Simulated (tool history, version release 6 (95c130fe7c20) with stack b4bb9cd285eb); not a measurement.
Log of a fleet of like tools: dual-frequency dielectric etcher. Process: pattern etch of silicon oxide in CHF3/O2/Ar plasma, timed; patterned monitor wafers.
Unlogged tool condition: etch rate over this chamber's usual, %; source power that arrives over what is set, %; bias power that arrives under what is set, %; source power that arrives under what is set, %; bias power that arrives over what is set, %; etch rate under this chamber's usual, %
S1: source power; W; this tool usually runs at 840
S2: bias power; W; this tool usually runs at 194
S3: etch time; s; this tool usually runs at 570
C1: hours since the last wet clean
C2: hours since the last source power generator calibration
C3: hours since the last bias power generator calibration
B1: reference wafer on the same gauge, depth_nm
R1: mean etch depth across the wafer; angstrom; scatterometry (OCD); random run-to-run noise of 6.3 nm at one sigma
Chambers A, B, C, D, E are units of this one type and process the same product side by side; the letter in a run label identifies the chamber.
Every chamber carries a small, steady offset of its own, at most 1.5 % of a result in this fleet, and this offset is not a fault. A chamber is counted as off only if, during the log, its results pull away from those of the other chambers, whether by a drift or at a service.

| run | day | S1 | S2 | S3 | C1 | C2 | C3 | B1 | R1 |
|---|---|---|---|---|---|---|---|---|---|
| 1B | 0.183 | 840 | 194 | 570 | 470 | 1013.8 | 1630.3 | 1401.1 | 13325 |
| 2C | 0.296 | 840 | 194 | 570 | 64.8 | 3389.9 | 1686.8 | 1397.8 | 13065 |
| 3E | 0.396 | 840 | 194 | 570 | 516.8 | 1084 | 1171.8 | 1398.6 | 13303 |
| 4A | 0.583 | 840 | 194 | 570 | 187.3 | 819.3 | 1117.3 | 1399 | 13239 |
| 5D | 0.75 | 840 | 194 | 570 | 327.9 | 1427.4 | 954.5 | 1399.4 | 13036 |
| 6A | 0.896 | 840 | 194 | 736.5 | 194.8 | 826.8 | 1124.8 | 1399.6 | 17075 |
| 7C | 1.025 | 840 | 194 | 736.5 | 82.3 | 3407.4 | 1704.3 | 1399.1 | 16876 |
| 8D | 1.212 | 840 | 194 | 736.5 | 339 | 1438.5 | 965.6 | 1400.8 | 16925 |
| 9E | 1.388 | 840 | 194 | 736.5 | 540.6 | 1107.8 | 1195.6 | 1402 | 17348 |
| 10B | 1.512 | 840 | 194 | 736.5 | 501.9 | 1045.7 | 1662.2 | 1401.5 | 17093 |
| 11E | 1.704 | 840 | 194 | 570 | 548.2 | 1115.4 | 1203.2 | 1400.4 | 13270 |
| 12B | 1.833 | 840 | 194 | 570 | 509.6 | 1053.4 | 1669.9 | 1400.9 | 13243 |
|  | 1.888 | chamber B: wet clean of the chamber |
|  | 1.962 | chamber E: wet clean of the chamber |
| 13D | 2.029 | 840 | 194 | 570 | 358.6 | 1458.1 | 985.2 | 1400.1 | 13045 |
| 14A | 2.125 | 1020 | 194 | 570 | 224.3 | 856.3 | 1154.3 | 1399.3 | 14145 |
| 15C | 2.283 | 1020 | 194 | 570 | 112.5 | 3437.6 | 1734.5 | 1400.7 | 14161 |
| 16A | 2.392 | 1020 | 194 | 570 | 230.7 | 862.7 | 1160.7 | 1400 | 14189 |
| 17D | 2.546 | 1020 | 194 | 570 | 371 | 1470.5 | 997.6 | 1399.3 | 14130 |
| 18C | 2.629 | 1020 | 194 | 570 | 120.8 | 3445.9 | 1742.8 | 1401.3 | 14194 |
| 19B | 2.746 | 840 | 194 | 570 | 20.6 | 1075.3 | 1691.8 | 1399.3 | 13904 |
| 20E | 2.908 | 840 | 194 | 665 | 22.8 | 1144.3 | 1232.1 | 1399.7 | 15614 |
| 21B | 3.083 | 840 | 194 | 665 | 28.7 | 1083.4 | 1699.9 | 1399.5 | 16224 |
| 22A | 3.208 | 840 | 194 | 665 | 250.3 | 882.3 | 1180.3 | 1399.7 | 15381 |
| 23D | 3.338 | 840 | 194 | 665 | 390 | 1489.5 | 1016.6 | 1400.6 | 15210 |
| 24C | 3.479 | 840 | 194 | 665 | 141.2 | 3466.3 | 1763.2 | 1401.1 | 15254 |
| 25E | 3.562 | 840 | 194 | 444 | 38.5 | 1160 | 1247.8 | 1399.6 | 10362 |
| 26D | 3.7 | 840 | 194 | 444 | 398.7 | 1498.2 | 1025.3 | 1402 | 10087 |
| 27E | 3.867 | 840 | 194 | 444 | 45.8 | 1167.3 | 1255.1 | 1400.7 | 10367 |
| 28B | 4.033 | 840 | 194 | 444 | 51.5 | 1106.2 | 1722.7 | 1399 | 10709 |
| 29C | 4.129 | 840 | 194 | 444 | 156.8 | 3481.9 | 1778.8 | 1400.4 | 10173 |
| 30A | 4.229 | 840 | 194 | 570 | 274.8 | 906.8 | 1204.8 | 1399.9 | 13184 |
| 31E | 4.367 | 840 | 194 | 570 | 57.8 | 1179.3 | 1267.1 | 1400.7 | 13194 |
| 32C | 4.5 | 840 | 194 | 570 | 165.7 | 3490.8 | 1787.7 | 1400.6 | 12971 |

All 5 chambers run these settings next. Forecast each chamber's results:
| 33A | 4.638 | 720 | 194 | 570 |  |  |  |  | ? |
| 33B | 4.638 | 720 | 194 | 570 |  |  |  |  | ? |
| 33C | 4.638 | 720 | 194 | 570 |  |  |  |  | ? |
| 33D | 4.638 | 720 | 194 | 570 |  |  |  |  | ? |
| 33E | 4.638 | 720 | 194 | 570 |  |  |  |  | ? |

| run | R1 |
|---|---|
| 33A | 12419 |
| 33B | 13117 |
| 33C | 12287 |
| 33D | 12311 |
| 33E | 12641 |
